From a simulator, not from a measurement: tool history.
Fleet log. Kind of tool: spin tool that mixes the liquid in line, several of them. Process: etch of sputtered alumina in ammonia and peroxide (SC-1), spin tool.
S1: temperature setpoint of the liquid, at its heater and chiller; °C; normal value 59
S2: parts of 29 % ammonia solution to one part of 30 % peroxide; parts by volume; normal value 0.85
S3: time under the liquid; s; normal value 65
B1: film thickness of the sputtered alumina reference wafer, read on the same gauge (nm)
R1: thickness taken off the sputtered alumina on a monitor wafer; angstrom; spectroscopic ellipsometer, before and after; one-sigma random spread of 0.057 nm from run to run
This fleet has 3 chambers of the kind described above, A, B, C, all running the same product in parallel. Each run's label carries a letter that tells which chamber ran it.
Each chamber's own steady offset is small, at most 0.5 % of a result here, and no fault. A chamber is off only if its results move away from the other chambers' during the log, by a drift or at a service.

| run | day | S1 | S2 | S3 | B1 | R1 |
|---|---|---|---|---|---|---|
| 1B | 0.288 | 59 | 0.85 | 65 | 89.99 | 58.208 |
| 2A | 0.525 | 59 | 0.85 | 65 | 90.003 | 56.791 |
| 3C | 0.788 | 59 | 0.85 | 65 | 90.012 | 58.027 |
| 4C | 1.042 | 59 | 0.85 | 65 | 90.016 | 58.954 |
| 5A | 1.392 | 59 | 0.85 | 65 | 90.006 | 57.265 |
|  | 1.5 | chamber A: heated supply line repaired |
| 6B | 1.738 | 59 | 0.85 | 65 | 90.004 | 57.788 |
| 7B | 1.954 | 59 | 0.85 | 65 | 89.995 | 58.95 |
| 8C | 2.267 | 59 | 0.85 | 65 | 90.015 | 58.503 |
| 9A | 2.55 | 59 | 0.85 | 65 | 90.013 | 58.223 |
|  | 2.562 | chamber B: new drum of ammonia solution connected |
| 10A | 2.912 | 59 | 0.85 | 65 | 90.032 | 58.07 |
| 11C | 3.104 | 59 | 0.85 | 65 | 89.974 | 57.103 |
| 12B | 3.479 | 59 | 0.85 | 65 | 89.992 | 57.796 |
| 13B | 3.654 | 59 | 0.85 | 65 | 90.003 | 58.007 |
| 14C | 4.004 | 59 | 0.85 | 30 | 89.96 | 25.889 |
| 15A | 4.275 | 59 | 0.85 | 30 | 90.004 | 26.704 |
| 16B | 4.446 | 59 | 0.85 | 30 | 90.009 | 26.882 |
| 17C | 4.783 | 59 | 0.85 | 65 | 90.01 | 54.815 |
| 18A | 5.075 | 59 | 0.85 | 65 | 89.984 | 59.583 |
| 19B | 5.421 | 59 | 0.85 | 30 | 90.035 | 26.599 |
| 20A | 5.792 | 59 | 0.85 | 30 | 90.011 | 26.762 |
| 21C | 6.171 | 59 | 0.85 | 30 | 89.998 | 24.933 |

Is one chamber off against the others, does the gauge drift, or is nothing wrong? If a chamber is off, say which, and what the likeliest cause is.

It is chamber C that slowly wanders off from its peers.
Most likely cause: liquid colder than its thermometer reads (K) = 1.75.
The log might look much the same if the cause were instead: temperature lost on the way to the wafer (K).

Chamber C could run next with any of the 4 candidate recipes listed below; each alters the usual settings, and their results appear as question marks. Which one brings its results back in line with what the other chambers deliver on the usual settings?
Counts as in line when no further than this from what the other chambers average on the usual settings: R1 2 angstrom
| 22C-1 | 6.446 | 57.5 | 0.85 | 65 |  | ? |
| 22C-2 | 6.446 | 57.5 | 0.85 | 60 |  | ? |
| 22C-3 | 6.446 | 60.5 | 0.85 | 70 |  | ? |
| 22C-4 | 6.446 | 59 | 0.85 | 70 |  | ? |

On the usual settings, the other chambers give on average: R1 58.11 angstrom
| run | R1 |
|---|---|
| 22C-1 | 49.053 |
| 22C-2 | 45.28 |
| 22C-3 | 61.641 |
| 22C-4 | 57.101 |
22C-4 puts the chamber back in line with the other chambers.

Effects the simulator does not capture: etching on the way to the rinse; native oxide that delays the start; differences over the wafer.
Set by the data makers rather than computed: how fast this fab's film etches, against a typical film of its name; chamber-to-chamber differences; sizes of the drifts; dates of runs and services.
